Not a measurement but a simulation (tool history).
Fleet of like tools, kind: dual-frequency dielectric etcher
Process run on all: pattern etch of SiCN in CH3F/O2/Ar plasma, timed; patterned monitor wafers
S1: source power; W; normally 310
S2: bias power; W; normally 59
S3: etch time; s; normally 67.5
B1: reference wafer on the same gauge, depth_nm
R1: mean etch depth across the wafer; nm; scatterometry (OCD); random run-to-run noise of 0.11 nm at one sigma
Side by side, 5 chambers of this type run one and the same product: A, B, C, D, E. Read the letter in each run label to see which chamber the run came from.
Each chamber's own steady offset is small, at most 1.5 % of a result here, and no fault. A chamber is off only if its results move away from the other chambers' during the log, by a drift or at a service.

run,hour,S1,S2,S3,B1,R1
1E,9.4,310,59,67.5,21.198,21.378
# hour 11.0: chamber C: wet clean of the chamber
2D,21.4,310,59,67.5,21.227,21.382
3B,33.5,310,59,67.5,21.199,21.414
4C,41.7,310,59,67.5,21.206,21.627
5A,48.1,260,59,67.5,21.214,20.431
6D,58.0,260,59,67.5,21.211,20.013
7A,63.9,260,59,67.5,21.195,20.258
8C,75.4,260,59,67.5,21.228,20.138
9B,87.1,260,59,67.5,21.192,20.104
10E,95.7,310,59,67.5,21.164,21.390
11A,105.8,310,51,67.5,21.184,20.825
12E,112.7,310,51,67.5,21.197,20.277
13C,118.2,310,51,67.5,21.219,20.526
14B,128.0,310,51,67.5,21.206,20.214
15D,135.7,310,51,67.5,21.188,20.371
16B,144.4,310,59,67.5,21.193,21.379
17C,153.3,310,59,67.5,21.198,21.740
18D,165.4,310,59,67.5,21.180,21.308
19A,177.6,380,59,67.5,21.209,23.731
# hour 177.8: chamber A: wet clean of the chamber
20E,187.0,380,59,67.5,21.183,23.192
21A,198.2,380,59,67.5,21.219,23.569
22D,203.6,380,59,67.5,21.198,23.055
23B,210.6,380,59,67.5,21.210,23.081
24E,220.0,310,59,67.5,21.213,21.168
# hour 226.1: chamber D: wet clean of the chamber
25C,228.7,310,59,67.5,21.199,21.613
26C,240.8,310,59,67.5,21.211,21.454
27B,246.1,310,59,67.5,21.202,21.335
28A,257.0,310,59,67.5,21.204,21.670
29E,263.6,310,59,67.5,21.203,21.325
30D,272.5,310,59,67.5,21.196,21.370
31C,283.8,310,59,67.5,21.187,21.695
32E,290.3,310,59,67.5,21.202,21.424
33A,301.8,310,59,67.5,21.185,21.757
# hour 306.9: chamber E: wet clean of the chamber
34D,313.2,310,59,67.5,21.188,21.551
35B,321.4,310,59,67.5,21.166,21.392
36E,331.8,310,59,67.5,21.181,21.591
37C,340.3,310,59,67.5,21.207,21.444
38A,346.3,310,59,67.5,21.188,21.982
39B,352.6,310,59,67.5,21.211,21.369
40D,360.1,310,59,67.5,21.191,21.318
41A,365.7,310,59,67.5,21.180,21.806
42D,376.8,310,59,67.5,21.171,21.312
43B,383.6,310,59,67.5,21.190,21.417

For the next run the whole fleet of 5 chambers uses the same settings. Give each chamber's results:
44A,392.3,310,65,67.5,,?
44B,392.3,310,65,67.5,,?
44C,392.3,310,65,67.5,,?
44D,392.3,310,65,67.5,,?
44E,392.3,310,65,67.5,,?

run,R1
44A,22.528
44B,22.130
44C,22.290
44D,22.349
44E,22.068

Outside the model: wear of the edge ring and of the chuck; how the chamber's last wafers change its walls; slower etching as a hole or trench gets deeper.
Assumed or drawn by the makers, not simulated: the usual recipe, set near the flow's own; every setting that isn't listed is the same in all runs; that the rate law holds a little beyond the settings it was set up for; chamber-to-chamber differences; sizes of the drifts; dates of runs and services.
